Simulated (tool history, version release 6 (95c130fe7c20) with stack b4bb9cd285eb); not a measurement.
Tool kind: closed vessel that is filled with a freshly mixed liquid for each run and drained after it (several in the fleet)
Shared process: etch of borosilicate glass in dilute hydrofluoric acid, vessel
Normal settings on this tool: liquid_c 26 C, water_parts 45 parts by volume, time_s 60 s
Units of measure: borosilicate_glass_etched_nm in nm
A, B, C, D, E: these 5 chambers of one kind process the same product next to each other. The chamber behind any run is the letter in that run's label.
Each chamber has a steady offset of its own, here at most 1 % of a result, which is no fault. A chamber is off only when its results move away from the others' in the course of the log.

run,hour,liquid_c,water_parts,time_s,"read-back film thickness of the borosilicate glass reference wafer, read on the same gauge (nm)",borosilicate_glass_etched_nm
# hour 0.5: chamber D: thermometer replaced
1C,6.9,26,45,60,139.99,58.738
2E,11.8,26,45,60,139.96,58.644
3A,18.8,26,45,60,140.01,59.672
4D,26.9,26,45,60,140.01,59.392
5B,35.9,26,45,60,139.97,59.452
6E,41.3,26,45,60,140,58.2
7D,51.3,26,35,75,139.98,97.954
8A,60.8,26,35,75,139.98,96.481
9B,66.4,26,35,75,139.98,97.648
10C,73.8,26,35,75,139.99,97.267
11C,79.6,26,35,75,140,96.975
12A,89.3,26,45,60,139.94,59.123
13D,95.2,26,45,60,140,59.134
14E,103.1,26,45,60,140.03,58.68
15B,113,23,45,90,140.01,79.472
16C,121.9,23,45,90,140.01,77.772
17E,126.9,23,45,90,140.04,78.309
18D,131.8,23,45,90,139.99,78.447
19B,138.7,23,45,90,139.98,77.885
20A,146.1,26,45,60,140.06,60.035
21A,156.3,26,45,60,139.97,59.322
22B,164.3,26,45,60,139.99,59.807
23E,172.3,26,45,60,139.99,59.177
24C,182.6,26,45,60,139.97,58.293
25D,188.9,26,45,60,140,58.831
26B,197,26,45,60,140.01,60.489
27C,205.8,26,45,60,139.99,59.805
28E,215.7,26,45,60,140.01,58.848
29A,224.8,26,45,60,140,60.504
30D,229.9,26,45,60,139.99,59.27
31E,234.8,26,45,60,139.99,57.627
32C,242,26,40,60,139.99,67.037
33A,247.7,26,40,60,140.02,68.267
# hour 248.9: chamber E: hydrofluoric acid flow meter replaced
34B,256.9,26,40,60,140.05,67.07
35D,264.1,26,40,60,140,66.765
# hour 265.3: chamber B: thermometer replaced
36D,272.3,26,40,60,140.01,67.411
37C,281.1,26,45,60,140,58.504
38A,285.7,26,45,60,140.03,59.127
39B,290.6,26,45,60,140.01,59.165
40E,298.9,26,45,60,140.01,59.364
41B,307.8,26,45,60,139.97,59.408
42E,313.1,26,45,60,140.02,59.623
43D,319.3,26,45,60,140.05,58.783

Is one chamber out of step, is the gauge drifting, or do the chambers differ by no more than their own small offsets? For an off chamber, give its letter and the likeliest cause.

Beyond each chamber's small constant offset nothing stands out, and the gauge stays steady.
